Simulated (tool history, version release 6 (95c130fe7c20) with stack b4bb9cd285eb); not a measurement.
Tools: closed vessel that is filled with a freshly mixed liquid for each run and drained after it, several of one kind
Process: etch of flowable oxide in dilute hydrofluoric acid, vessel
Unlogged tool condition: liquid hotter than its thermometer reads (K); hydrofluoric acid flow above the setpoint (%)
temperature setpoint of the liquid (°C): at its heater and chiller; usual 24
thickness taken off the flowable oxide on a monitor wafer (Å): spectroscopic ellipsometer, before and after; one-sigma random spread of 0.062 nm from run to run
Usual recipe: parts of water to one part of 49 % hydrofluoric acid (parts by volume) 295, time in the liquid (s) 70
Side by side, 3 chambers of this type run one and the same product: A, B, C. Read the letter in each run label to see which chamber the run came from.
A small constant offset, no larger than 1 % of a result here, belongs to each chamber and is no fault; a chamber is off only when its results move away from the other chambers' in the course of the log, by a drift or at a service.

run,hour,temperature setpoint of the liquid (°C),parts of water to one part of 49 % hydrofluoric acid (parts by volume),time in the liquid (s),hours since the thermometer was replaced,hours since the hydrofluoric acid flow meter was replaced,"read-back film thickness of the flowable oxide reference wafer, read on the same gauge (nm)",thickness taken off the flowable oxide on a monitor wafer (Å)
1A,6.9,24,295,70,116.9,51.4,130,109.46
2C,14.3,24,295,70,135.9,1310,129.97,108.61
3B,22.7,24,295,70,1784.8,86.6,130.01,108.32
4B,27.4,24,295,70,1789.5,91.3,129.99,108.67
5A,35.5,24,295,45,145.5,80,129.99,70.266
6C,41.9,24,295,45,163.5,1337.6,129.98,69.594
7B,49.2,24,295,45,1811.3,113.1,129.99,70.353
8C,53.8,24,295,70,175.4,1349.5,130.05,108.71
9A,61.4,24,295,70,171.4,105.9,129.96,110.09
10A,68.8,24,295,70,178.8,113.3,130,110.68
11B,76.9,24,295,70,1839,140.8,129.99,110.1
12C,82.9,24,295,70,204.5,1378.6,130,108.35
13B,90.2,25.5,295,70,1852.3,154.1,129.96,116.3
14A,98.4,25.5,295,70,208.4,142.9,129.95,115.7
15C,106.1,25.5,295,70,227.7,1401.8,129.98,114.71
16C,111.7,24,295,70,233.3,1407.4,130.01,108.95
17B,119.6,24,295,70,1881.7,183.5,130.03,112.75
18A,127.4,24,295,70,237.4,171.9,129.97,109.09
19C,135.1,28.5,400,70,256.7,1430.8,130.03,84.82
20B,143.1,28.5,400,70,1905.2,207,130.02,86.437

All chambers now run identical settings, listed one chamber a line with results as question marks. What results will each chamber show?
21A,149.1,24,295,70,,,,?
21B,149.1,24,295,70,,,,?
21C,149.1,24,295,70,,,,?

run,thickness taken off the flowable oxide on a monitor wafer (Å)
21A,109.41
21B,113.56
21C,108.3

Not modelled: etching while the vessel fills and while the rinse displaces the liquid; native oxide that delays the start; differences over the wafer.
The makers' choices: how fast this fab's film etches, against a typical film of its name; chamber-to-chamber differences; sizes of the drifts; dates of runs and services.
